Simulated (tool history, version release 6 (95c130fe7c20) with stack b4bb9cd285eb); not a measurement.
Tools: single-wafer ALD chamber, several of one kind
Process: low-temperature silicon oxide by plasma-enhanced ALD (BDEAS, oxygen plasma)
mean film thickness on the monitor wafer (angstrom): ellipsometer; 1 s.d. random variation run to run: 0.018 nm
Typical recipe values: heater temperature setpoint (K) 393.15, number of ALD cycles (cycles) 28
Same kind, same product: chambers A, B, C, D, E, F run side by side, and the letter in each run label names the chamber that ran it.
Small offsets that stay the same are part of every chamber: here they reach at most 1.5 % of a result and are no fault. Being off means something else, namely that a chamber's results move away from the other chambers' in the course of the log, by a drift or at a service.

run   hour  heater temperature setpoint (K)  number of ALD cycles (cycles)  read-back reference wafer on the same gauge, thickness_nm  mean film thickness on the monitor wafer (angstrom)
 1D    3.2                           393.15                             28                                                     4.2475                                               38.106
 2E    8.2                           393.15                             28                                                     4.2532                                               38.393
 3A   12.7                           393.15                             28                                                     4.2512                                               39.205
 4B   17.2                           393.15                             28                                                     4.2475                                               38.118
 5F   21.2                           393.15                             28                                                     4.2495                                               38.842
 6C   26.3                           393.15                             28                                                     4.2505                                               38.851
 7D   28.9                           393.15                             28                                                     4.2476                                               38.022
 8F     33                           393.15                             28                                                     4.2484                                               38.662
 9A   36.1                           403.15                             24                                                     4.2507                                               32.651
10E   40.9                           403.15                             24                                                     4.2481                                               31.774
      43.4  -- chamber E: thermocouple changed; heater temperature recalibrated
11B   43.8                           403.15                             24                                                      4.246                                               32.329
12C   48.8                           403.15                             24                                                     4.2473                                               32.332
13F   52.6                           403.15                             24                                                     4.2521                                               32.874
14D   56.4                           403.15                             24                                                     4.2479                                               32.209
15B   60.3                           384.15                             25                                                     4.2542                                               34.968
16A   64.4                           384.15                             25                                                     4.2484                                                35.24
17C   66.6                           384.15                             25                                                     4.2496                                               35.175
18E   71.1                           384.15                             25                                                     4.2516                                               34.905
19D   76.1                           384.15                             25                                                     4.2473                                               34.676
20B   80.1                           384.15                             25                                                     4.2499                                               34.879
21A   83.4                           393.15                             28                                                     4.2497                                               38.869
22E   87.1                           393.15                             28                                                     4.2476                                               38.464
23C     91                           393.15                             28                                                     4.2509                                               38.681
24F   94.9                           393.15                             28                                                     4.2491                                               38.703
25F   98.5                           393.15                             28                                                     4.2439                                                38.84
26D  100.8                           393.15                             28                                                     4.2461                                               38.021
27A    104                           393.15                             32                                                     4.2522                                               44.471
28C    107                           393.15                             32                                                     4.2512                                               44.491
29B  109.4                           393.15                             32                                                     4.2503                                               43.975
30E  114.2                           393.15                             32                                                     4.2527                                               43.309
31B  118.2                           393.15                             32                                                     4.2504                                               43.769
32E  123.1                           393.15                             32                                                     4.2494                                               43.556
33D    127                           393.15                             28                                                     4.2504                                               38.172
34A  131.9                           393.15                             28                                                     4.2515                                               38.815
35F  136.3                           393.15                             28                                                     4.2507                                               38.616
36C  141.1                           393.15                             28                                                     4.2521                                               38.629
37C  144.2                           388.15                             28                                                     4.2563                                               38.879
38F  147.3                           388.15                             28                                                      4.251                                               39.007

Which is it: a chamber that has drifted or been left off by a service, a gauge drift common to all chambers, or only each chamber's usual small offset? If a chamber is off, name it and its likeliest cause.

All chambers stay in line apart from their small fixed offsets, and the gauge does not drift.
